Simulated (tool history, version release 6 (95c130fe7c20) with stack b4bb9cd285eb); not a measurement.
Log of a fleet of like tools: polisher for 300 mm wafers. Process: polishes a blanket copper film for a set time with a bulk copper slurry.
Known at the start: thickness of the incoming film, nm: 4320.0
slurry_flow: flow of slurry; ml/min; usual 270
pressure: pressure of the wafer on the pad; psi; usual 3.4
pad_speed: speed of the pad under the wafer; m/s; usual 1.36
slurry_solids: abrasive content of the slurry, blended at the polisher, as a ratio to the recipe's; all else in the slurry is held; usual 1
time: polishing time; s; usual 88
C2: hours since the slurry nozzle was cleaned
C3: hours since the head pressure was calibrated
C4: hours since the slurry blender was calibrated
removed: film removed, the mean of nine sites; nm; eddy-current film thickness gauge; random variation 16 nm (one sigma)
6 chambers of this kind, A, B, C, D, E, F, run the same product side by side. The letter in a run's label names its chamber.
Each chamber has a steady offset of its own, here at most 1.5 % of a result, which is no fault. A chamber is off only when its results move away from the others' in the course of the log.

-- hour=5.7 chamber F: worn pad replaced by a new one
run 1A hour=8.6 | slurry_flow=270 pressure=3.4 pad_speed=1.36 slurry_solids=1 time=88 | wafers_polished_on_this_pad=98 C2=133.6 C3=890.8 C4=69.8 | removed=1129.1
-- hour=10.6 chamber E: worn pad replaced by a new one
-- hour=12.4 chamber B: worn pad replaced by a new one
-- hour=15.8 chamber D: worn pad replaced by a new one
run 2C hour=19.2 | slurry_flow=270 pressure=3.4 pad_speed=1.36 slurry_solids=1 time=88 | wafers_polished_on_this_pad=198 C2=131.1 C3=69.6 C4=46.6 | removed=1096.5
run 3F hour=29 | slurry_flow=270 pressure=3.4 pad_speed=1.36 slurry_solids=1 time=88 | wafers_polished_on_this_pad=232 C2=33.2 C3=711.3 C4=216.9 | removed=1148.6
-- hour=33.2 chamber B: slurry blender recalibrated
run 4B hour=41.9 | slurry_flow=270 pressure=3.4 pad_speed=1.36 slurry_solids=1 time=88 | wafers_polished_on_this_pad=293 C2=252.9 C3=419.5 C4=8.8 | removed=1099.3
run 5E hour=51.3 | slurry_flow=270 pressure=3.4 pad_speed=1.36 slurry_solids=1 time=88 | wafers_polished_on_this_pad=405 C2=517.7 C3=784.4 C4=154.4 | removed=1130.7
run 6D hour=62.2 | slurry_flow=270 pressure=3.4 pad_speed=1.36 slurry_solids=1 time=88 | wafers_polished_on_this_pad=462 C2=466.6 C3=565.4 C4=175.7 | removed=1132
run 7F hour=74.5 | slurry_flow=270 pressure=3.4 pad_speed=1.36 slurry_solids=1 time=88 | wafers_polished_on_this_pad=684 C2=78.7 C3=756.8 C4=262.4 | removed=1128.7
-- hour=82.2 chamber A: worn pad replaced by a new one
-- hour=83.5 chamber E: worn pad replaced by a new one
run 8C hour=85.1 | slurry_flow=270 pressure=2.3 pad_speed=1.36 slurry_solids=1.2 time=88 | wafers_polished_on_this_pad=853 C2=197 C3=135.5 C4=112.5 | removed=778.2
-- hour=90.8 chamber C: worn pad replaced by a new one
-- hour=95.2 chamber B: worn pad replaced by a new one
run 9A hour=97.1 | slurry_flow=270 pressure=2.3 pad_speed=1.36 slurry_solids=1.2 time=88 | wafers_polished_on_this_pad=148 C2=222.1 C3=979.3 C4=158.3 | removed=795.1
run 10D hour=105 | slurry_flow=270 pressure=2.3 pad_speed=1.36 slurry_solids=1.2 time=88 | wafers_polished_on_this_pad=887 C2=509.4 C3=608.2 C4=218.5 | removed=766.33
-- hour=106.2 chamber F: worn pad replaced by a new one
-- hour=107 chamber A: slurry blender recalibrated
run 11B hour=116.5 | slurry_flow=270 pressure=2.3 pad_speed=1.36 slurry_solids=1.2 time=88 | wafers_polished_on_this_pad=211 C2=327.5 C3=494.1 C4=83.4 | removed=805.1
-- hour=124.1 chamber E: slurry blender recalibrated
-- hour=125.2 chamber D: worn pad replaced by a new one
run 12E hour=126.9 | slurry_flow=270 pressure=2.3 pad_speed=1.36 slurry_solids=1.2 time=88 | wafers_polished_on_this_pad=432 C2=593.3 C3=860 C4=2.8 | removed=804.9
run 13D hour=134 | slurry_flow=270 pressure=2.3 pad_speed=1.36 slurry_solids=1.2 time=88 | wafers_polished_on_this_pad=88 C2=538.4 C3=637.2 C4=247.5 | removed=762.8
run 14C hour=140.8 | slurry_flow=305 pressure=3.4 pad_speed=1.36 slurry_solids=1 time=75 | wafers_polished_on_this_pad=497 C2=252.7 C3=191.2 C4=168.2 | removed=964.38
run 15F hour=151.8 | slurry_flow=305 pressure=3.4 pad_speed=1.36 slurry_solids=1 time=75 | wafers_polished_on_this_pad=454 C2=156 C3=834.1 C4=339.7 | removed=955.12
run 16A hour=160.3 | slurry_flow=305 pressure=3.4 pad_speed=1.36 slurry_solids=1 time=75 | wafers_polished_on_this_pad=776 C2=285.3 C3=1042.5 C4=53.4 | removed=954.61
-- hour=165.3 chamber D: slurry blender recalibrated
-- hour=167.7 chamber E: worn pad replaced by a new one
-- hour=168.2 chamber A: worn pad replaced by a new one
-- hour=171 chamber B: worn pad replaced by a new one
run 17E hour=171.9 | slurry_flow=305 pressure=3.4 pad_speed=1.36 slurry_solids=1 time=75 | wafers_polished_on_this_pad=41 C2=638.3 C3=905 C4=47.8 | removed=1009.7
-- hour=176.8 chamber C: worn pad replaced by a new one
run 18B hour=179.3 | slurry_flow=305 pressure=3.4 pad_speed=1.36 slurry_solids=1 time=75 | wafers_polished_on_this_pad=83 C2=390.3 C3=556.9 C4=146.2 | removed=978.62
run 19C hour=190.7 | slurry_flow=305 pressure=3.4 pad_speed=1.36 slurry_solids=1 time=75 | wafers_polished_on_this_pad=138 C2=302.6 C3=241.1 C4=218.1 | removed=934.11
-- hour=194.5 chamber D: slurry nozzle cleaned
run 20F hour=197.8 | slurry_flow=270 pressure=3.4 pad_speed=1.36 slurry_solids=1 time=88 | wafers_polished_on_this_pad=911 C2=202 C3=880.1 C4=385.7 | removed=1117.2
run 21A hour=207.5 | slurry_flow=270 pressure=3.4 pad_speed=1.36 slurry_solids=1 time=88 | wafers_polished_on_this_pad=391 C2=332.5 C3=1089.7 C4=100.6 | removed=1099
-- hour=209.3 chamber F: worn pad replaced by a new one
-- hour=215.8 chamber C: head pressure recalibrated
run 22B hour=216.3 | slurry_flow=270 pressure=3.4 pad_speed=1.36 slurry_solids=1 time=88 | wafers_polished_on_this_pad=451 C2=427.3 C3=593.9 C4=183.2 | removed=1130.8
-- hour=219.1 chamber C: slurry blender recalibrated
run 23E hour=222.6 | slurry_flow=270 pressure=3.4 pad_speed=1.36 slurry_solids=1 time=88 | wafers_polished_on_this_pad=545 C2=689 C3=955.7 C4=98.5 | removed=1150.3
run 24D hour=229.8 | slurry_flow=270 pressure=3.4 pad_speed=1.36 slurry_solids=1 time=88 | wafers_polished_on_this_pad=1040 C2=35.3 C3=733 C4=64.6 | removed=1118.7
-- hour=232.9 chamber D: head pressure recalibrated
-- hour=233.6 chamber D: worn pad replaced by a new one
-- hour=234.5 chamber F: slurry nozzle cleaned
-- hour=235 chamber B: worn pad replaced by a new one
run 25B hour=241.7 | slurry_flow=270 pressure=3.4 pad_speed=1.36 slurry_solids=1 time=88 | wafers_polished_on_this_pad=67 C2=452.7 C3=619.3 C4=208.6 | removed=1117.1
-- hour=246.7 chamber E: worn pad replaced by a new one
run 26D hour=248.7 | slurry_flow=270 pressure=3.4 pad_speed=1.36 slurry_solids=1 time=88 | wafers_polished_on_this_pad=150 C2=54.2 C3=15.8 C4=83.5 | removed=1120.1
-- hour=252.8 chamber F: slurry blender recalibrated
-- hour=252.9 chamber A: worn pad replaced by a new one
run 27F hour=258.6 | slurry_flow=270 pressure=4.1 pad_speed=1.36 slurry_solids=0.8 time=88 | wafers_polished_on_this_pad=491 C2=24.1 C3=940.9 C4=5.8 | removed=1281.1
-- hour=262.7 chamber E: slurry nozzle cleaned
-- hour=263.8 chamber C: worn pad replaced by a new one
run 28E hour=268.2 | slurry_flow=270 pressure=4.1 pad_speed=1.36 slurry_solids=0.8 time=88 | wafers_polished_on_this_pad=214 C2=5.5 C3=1001.3 C4=144.1 | removed=1333.2
run 29A hour=281.4 | slurry_flow=270 pressure=4.1 pad_speed=1.36 slurry_solids=0.8 time=88 | wafers_polished_on_this_pad=283 C2=406.4 C3=1163.6 C4=174.5 | removed=1266.5
-- hour=282.9 chamber A: slurry blender recalibrated
run 30C hour=295 | slurry_flow=270 pressure=4.1 pad_speed=1.36 slurry_solids=0.8 time=88 | wafers_polished_on_this_pad=310 C2=406.9 C3=79.3 C4=75.9 | removed=1285.3
run 31C hour=304.8 | slurry_flow=270 pressure=4.1 pad_speed=1.36 slurry_solids=0.8 time=88 | wafers_polished_on_this_pad=408 C2=416.7 C3=89.1 C4=85.7 | removed=1269.8
-- hour=310.1 chamber B: slurry blender recalibrated
-- hour=311.2 chamber B: worn pad replaced by a new one
-- hour=311.8 chamber F: worn pad replaced by a new one
run 32D hour=317.4 | slurry_flow=270 pressure=4.1 pad_speed=1.36 slurry_solids=0.8 time=88 | wafers_polished_on_this_pad=833 C2=122.9 C3=84.5 C4=152.2 | removed=1261.8
-- hour=327.9 chamber E: worn pad replaced by a new one
run 33F hour=329.8 | slurry_flow=270 pressure=3.4 pad_speed=1.36 slurry_solids=1.1 time=88 | wafers_polished_on_this_pad=179 C2=95.3 C3=1012.1 C4=77 | removed=1152.5
run 34E hour=337.7 | slurry_flow=270 pressure=3.4 pad_speed=1.36 slurry_solids=1.1 time=88 | wafers_polished_on_this_pad=98 C2=75 C3=1070.8 C4=213.6 | removed=1197
-- hour=342.8 chamber A: worn pad replaced by a new one
run 35A hour=349.8 | slurry_flow=270 pressure=3.4 pad_speed=1.36 slurry_solids=1.1 time=88 | wafers_polished_on_this_pad=70 C2=474.8 C3=1232 C4=66.9 | removed=1049.9
run 36B hour=361 | slurry_flow=270 pressure=3.4 pad_speed=1.36 slurry_solids=1.1 time=88 | wafers_polished_on_this_pad=495 C2=572 C3=738.6 C4=50.9 | removed=1127.3
run 37A hour=370.8 | slurry_flow=270 pressure=3.4 pad_speed=1.36 slurry_solids=1.1 time=88 | wafers_polished_on_this_pad=279 C2=495.8 C3=1253 C4=87.9 | removed=1032.3

Next, every chamber runs the same settings. What will each give?
run 38A hour=380.9 | slurry_flow=270 pressure=3.4 pad_speed=1.36 slurry_solids=1 time=88 | removed=?
run 38B hour=380.9 | slurry_flow=270 pressure=3.4 pad_speed=1.36 slurry_solids=1 time=88 | removed=?
run 38C hour=380.9 | slurry_flow=270 pressure=3.4 pad_speed=1.36 slurry_solids=1 time=88 | removed=?
run 38D hour=380.9 | slurry_flow=270 pressure=3.4 pad_speed=1.36 slurry_solids=1 time=88 | removed=?
run 38E hour=380.9 | slurry_flow=270 pressure=3.4 pad_speed=1.36 slurry_solids=1 time=88 | removed=?
run 38F hour=380.9 | slurry_flow=270 pressure=3.4 pad_speed=1.36 slurry_solids=1 time=88 | removed=?

run=38A removed=987.21
run=38B removed=1114.1
run=38C removed=1115.9
run=38D removed=1129.6
run=38E removed=1139.8
run=38F removed=1148.6

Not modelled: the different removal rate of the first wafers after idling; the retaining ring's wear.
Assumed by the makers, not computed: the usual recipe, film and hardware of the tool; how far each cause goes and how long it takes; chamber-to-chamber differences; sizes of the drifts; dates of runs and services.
